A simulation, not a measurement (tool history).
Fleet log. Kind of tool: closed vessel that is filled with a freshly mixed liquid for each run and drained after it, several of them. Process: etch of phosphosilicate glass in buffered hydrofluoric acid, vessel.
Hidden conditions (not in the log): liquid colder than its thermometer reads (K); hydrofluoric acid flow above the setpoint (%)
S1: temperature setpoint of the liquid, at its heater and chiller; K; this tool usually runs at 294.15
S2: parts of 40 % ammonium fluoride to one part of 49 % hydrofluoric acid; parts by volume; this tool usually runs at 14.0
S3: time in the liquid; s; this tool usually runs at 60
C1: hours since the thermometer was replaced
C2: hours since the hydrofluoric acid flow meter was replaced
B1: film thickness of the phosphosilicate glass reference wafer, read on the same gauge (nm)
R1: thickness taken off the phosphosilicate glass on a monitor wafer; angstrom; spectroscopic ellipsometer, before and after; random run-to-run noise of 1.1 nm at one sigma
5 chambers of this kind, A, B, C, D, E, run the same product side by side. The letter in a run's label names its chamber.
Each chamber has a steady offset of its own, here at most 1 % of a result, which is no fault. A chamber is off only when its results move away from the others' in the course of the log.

Run 1B, hour 9.7: usual settings; C1 2279.1; C2 1187.4; B1 69.992. Result: R1 1875.0 angstrom.
Run 2D, hour 20.8: usual settings; C1 204.4; C2 526.6; B1 70.019. Result: R1 1867.8 angstrom.
Run 3C, hour 28.6: usual settings; C1 1454.8; C2 471.2; B1 70.007. Result: R1 1868.7 angstrom.
Run 4A, hour 41.5: usual settings; C1 408.4; C2 1101.1; B1 70.012. Result: R1 1878.2 angstrom.
Run 5E, hour 53.3: usual settings but S2 9.0 parts by volume; C1 1116.2; C2 571.2; B1 70.002. Result: R1 2749.3 angstrom.
Run 6C, hour 65.6: usual settings but S2 9.0 parts by volume; C1 1491.8; C2 508.2; B1 69.998. Result: R1 2822.2 angstrom.
At hour 75.6: chamber C: thermometer replaced.
Run 7D, hour 75.8: usual settings but S2 9.0 parts by volume; C1 259.4; C2 581.6; B1 69.988. Result: R1 2804.4 angstrom.
Run 8B, hour 83.8: usual settings but S2 9.0 parts by volume; C1 2353.2; C2 1261.5; B1 69.999. Result: R1 2766.2 angstrom.
Run 9E, hour 90.6: usual settings but S2 9.0 parts by volume; C1 1153.5; C2 608.5; B1 70.004. Result: R1 2760.4 angstrom.
Run 10A, hour 97.9: usual settings; C1 464.8; C2 1157.5; B1 69.964. Result: R1 1897.3 angstrom.
Run 11B, hour 109.4: usual settings but S2 19.0 parts by volume, S3 70 s; C1 2378.8; C2 1287.1; B1 70.009. Result: R1 1608.2 angstrom.
Run 12D, hour 115.7: usual settings but S2 19.0 parts by volume, S3 70 s; C1 299.3; C2 621.5; B1 70.046. Result: R1 1634.8 angstrom.
Run 13E, hour 125.4: usual settings but S2 19.0 parts by volume, S3 70 s; C1 1188.3; C2 643.3; B1 70.009. Result: R1 1576.2 angstrom.
Run 14C, hour 137.2: usual settings but S2 19.0 parts by volume, S3 70 s; C1 61.6; C2 579.8; B1 69.966. Result: R1 1595.4 angstrom.
Run 15A, hour 148.6: usual settings but S2 19.0 parts by volume, S3 70 s; C1 515.5; C2 1208.2; B1 69.961. Result: R1 1617.1 angstrom.
Run 16B, hour 155.8: usual settings; C1 2425.2; C2 1333.5; B1 69.992. Result: R1 1877.3 angstrom.
Run 17D, hour 170.3: usual settings; C1 353.9; C2 676.1; B1 69.991. Result: R1 1884.1 angstrom.
At hour 179.7: chamber B: thermometer replaced.
Run 18A, hour 181.7: usual settings; C1 548.6; C2 1241.3; B1 69.979. Result: R1 1872.8 angstrom.
Run 19C, hour 196.0: usual settings; C1 120.4; C2 638.6; B1 70.008. Result: R1 1893.1 angstrom.
Run 20E, hour 202.9: usual settings; C1 1265.8; C2 720.8; B1 69.996. Result: R1 1831.8 angstrom.
Run 21E, hour 212.6: usual settings; C1 1275.5; C2 730.5; B1 70.012. Result: R1 1854.5 angstrom.
Run 22A, hour 221.8: usual settings; C1 588.7; C2 1281.4; B1 69.967. Result: R1 1875.0 angstrom.
Run 23C, hour 234.0: usual settings; C1 158.4; C2 676.6; B1 70.033. Result: R1 1866.6 angstrom.
Run 24B, hour 242.8: usual settings; C1 63.2; C2 1420.5; B1 70.030. Result: R1 1862.4 angstrom.
Run 25D, hour 252.6: usual settings; C1 436.2; C2 758.4; B1 69.963. Result: R1 1885.6 angstrom.
Run 26D, hour 263.5: usual settings but S2 12.5 parts by volume, S3 40 s; C1 447.1; C2 769.3; B1 69.965. Result: R1 1410.9 angstrom.
Run 27A, hour 277.9: usual settings but S2 12.5 parts by volume, S3 40 s; C1 644.8; C2 1337.5; B1 70.022. Result: R1 1388.9 angstrom.
Run 28C, hour 285.5: usual settings but S2 12.5 parts by volume, S3 40 s; C1 209.9; C2 728.1; B1 70.009. Result: R1 1400.9 angstrom.
Run 29E, hour 297.0: usual settings but S2 12.5 parts by volume, S3 40 s; C1 1359.9; C2 814.9; B1 70.047. Result: R1 1375.3 angstrom.
Run 30B, hour 309.9: usual settings but S2 12.5 parts by volume, S3 40 s; C1 130.3; C2 1487.6; B1 70.021. Result: R1 1391.6 angstrom.
Run 31C, hour 320.8: usual settings; C1 245.2; C2 763.4; B1 69.994. Result: R1 1870.1 angstrom.
Run 32E, hour 331.9: usual settings; C1 1394.8; C2 849.8; B1 70.032. Result: R1 1843.8 angstrom.
Run 33A, hour 340.8: usual settings; C1 707.7; C2 1400.4; B1 69.947. Result: R1 1893.4 angstrom.
Run 34D, hour 349.1: usual settings; C1 532.7; C2 854.9; B1 70.022. Result: R1 1904.3 angstrom.
Run 35B, hour 363.0: usual settings; C1 183.4; C2 1540.7; B1 69.971. Result: R1 1855.8 angstrom.
Run 36A, hour 374.5: usual settings; C1 741.4; C2 1434.1; B1 70.013. Result: R1 1883.2 angstrom.
Run 37B, hour 382.8: usual settings; C1 203.2; C2 1560.5; B1 70.027. Result: R1 1865.4 angstrom.
Run 38C, hour 391.9: usual settings; C1 316.3; C2 834.5; B1 69.987. Result: R1 1851.2 angstrom.

All 5 chambers run these settings next. Forecast each chamber's results:
Run 39A, hour 402.3: usual settings. Result: R1 ?.
Run 39B, hour 402.3: usual settings. Result: R1 ?.
Run 39C, hour 402.3: usual settings. Result: R1 ?.
Run 39D, hour 402.3: usual settings. Result: R1 ?.
Run 39E, hour 402.3: usual settings. Result: R1 ?.

run      R1
39A  1857.4
39B  1871.2
39C  1856.3
39D  1891.4
39E  1868.8
